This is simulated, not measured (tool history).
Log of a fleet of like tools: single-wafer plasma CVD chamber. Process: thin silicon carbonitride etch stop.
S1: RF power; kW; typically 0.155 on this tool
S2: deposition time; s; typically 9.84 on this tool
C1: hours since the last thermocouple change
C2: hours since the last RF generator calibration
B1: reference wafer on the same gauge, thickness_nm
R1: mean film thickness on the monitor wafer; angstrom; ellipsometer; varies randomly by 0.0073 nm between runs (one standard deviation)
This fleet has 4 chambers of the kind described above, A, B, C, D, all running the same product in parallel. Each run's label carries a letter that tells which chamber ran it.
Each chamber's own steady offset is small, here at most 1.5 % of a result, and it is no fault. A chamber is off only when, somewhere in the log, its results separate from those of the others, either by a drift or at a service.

run 1B hour=9.8 | S1=0.155 S2=9.84 | C1=323.1 C2=2278.8 | B1=4.8778 | R1=51.904
-- hour=16.8 chamber A: thermocouple changed; heater temperature recalibrated
run 2C hour=21 | S1=0.155 S2=9.84 | C1=937 C2=1024.7 | B1=4.876 | R1=51.807
run 3D hour=27.9 | S1=0.155 S2=9.84 | C1=530.8 C2=762 | B1=4.8765 | R1=52.773
run 4A hour=33.2 | S1=0.155 S2=9.84 | C1=16.4 C2=917.8 | B1=4.8761 | R1=51.449
run 5D hour=43.9 | S1=0.155 S2=9.84 | C1=546.8 C2=778 | B1=4.8743 | R1=52.57
run 6C hour=54.2 | S1=0.155 S2=9.84 | C1=970.2 C2=1057.9 | B1=4.8739 | R1=51.75
run 7B hour=64.8 | S1=0.155 S2=9.84 | C1=378.1 C2=2333.8 | B1=4.87 | R1=51.657
run 8A hour=71.4 | S1=0.155 S2=9.84 | C1=54.6 C2=956 | B1=4.8708 | R1=51.444
run 9A hour=79.3 | S1=0.13 S2=10.45 | C1=62.5 C2=963.9 | B1=4.8686 | R1=51.709
run 10D hour=86.3 | S1=0.13 S2=10.45 | C1=589.2 C2=820.4 | B1=4.87 | R1=53.02
run 11C hour=94 | S1=0.13 S2=10.45 | C1=1010 C2=1097.7 | B1=4.8678 | R1=52.142
run 12B hour=101.5 | S1=0.13 S2=10.45 | C1=414.8 C2=2370.5 | B1=4.8666 | R1=51.976
run 13A hour=110.9 | S1=0.155 S2=9.84 | C1=94.1 C2=995.5 | B1=4.8666 | R1=51.589
run 14D hour=116.9 | S1=0.155 S2=9.84 | C1=619.8 C2=851 | B1=4.8637 | R1=52.439
run 15C hour=128 | S1=0.155 S2=9.84 | C1=1044 C2=1131.7 | B1=4.864 | R1=51.714
run 16B hour=139.9 | S1=0.155 S2=9.84 | C1=453.2 C2=2408.9 | B1=4.8606 | R1=51.6
run 17B hour=146.4 | S1=0.155 S2=9.84 | C1=459.7 C2=2415.4 | B1=4.8612 | R1=51.612
run 18A hour=155.3 | S1=0.155 S2=9.84 | C1=138.5 C2=1039.9 | B1=4.8606 | R1=51.337
run 19D hour=164.7 | S1=0.155 S2=9.84 | C1=667.6 C2=898.8 | B1=4.8588 | R1=52.498
run 20C hour=172.3 | S1=0.155 S2=9.84 | C1=1088.3 C2=1176 | B1=4.8565 | R1=51.577
run 21D hour=178.7 | S1=0.155 S2=9.84 | C1=681.6 C2=912.8 | B1=4.8559 | R1=52.399
run 22B hour=187.7 | S1=0.155 S2=9.84 | C1=501 C2=2456.7 | B1=4.854 | R1=51.605
run 23A hour=196.1 | S1=0.155 S2=9.84 | C1=179.3 C2=1080.7 | B1=4.853 | R1=51.209
run 24C hour=206.7 | S1=0.155 S2=9.84 | C1=1122.7 C2=1210.4 | B1=4.854 | R1=51.75
run 25C hour=212.1 | S1=0.155 S2=9.84 | C1=1128.1 C2=1215.8 | B1=4.8513 | R1=51.644

Each of the 4 chambers runs these same settings next. Fill in every chamber's results:
run 26A hour=220.6 | S1=0.14 S2=9.84 | R1=?
run 26B hour=220.6 | S1=0.14 S2=9.84 | R1=?
run 26C hour=220.6 | S1=0.14 S2=9.84 | R1=?
run 26D hour=220.6 | S1=0.14 S2=9.84 | R1=?

run=26A R1=49.706
run=26B R1=49.932
run=26C R1=50.047
run=26D R1=50.878
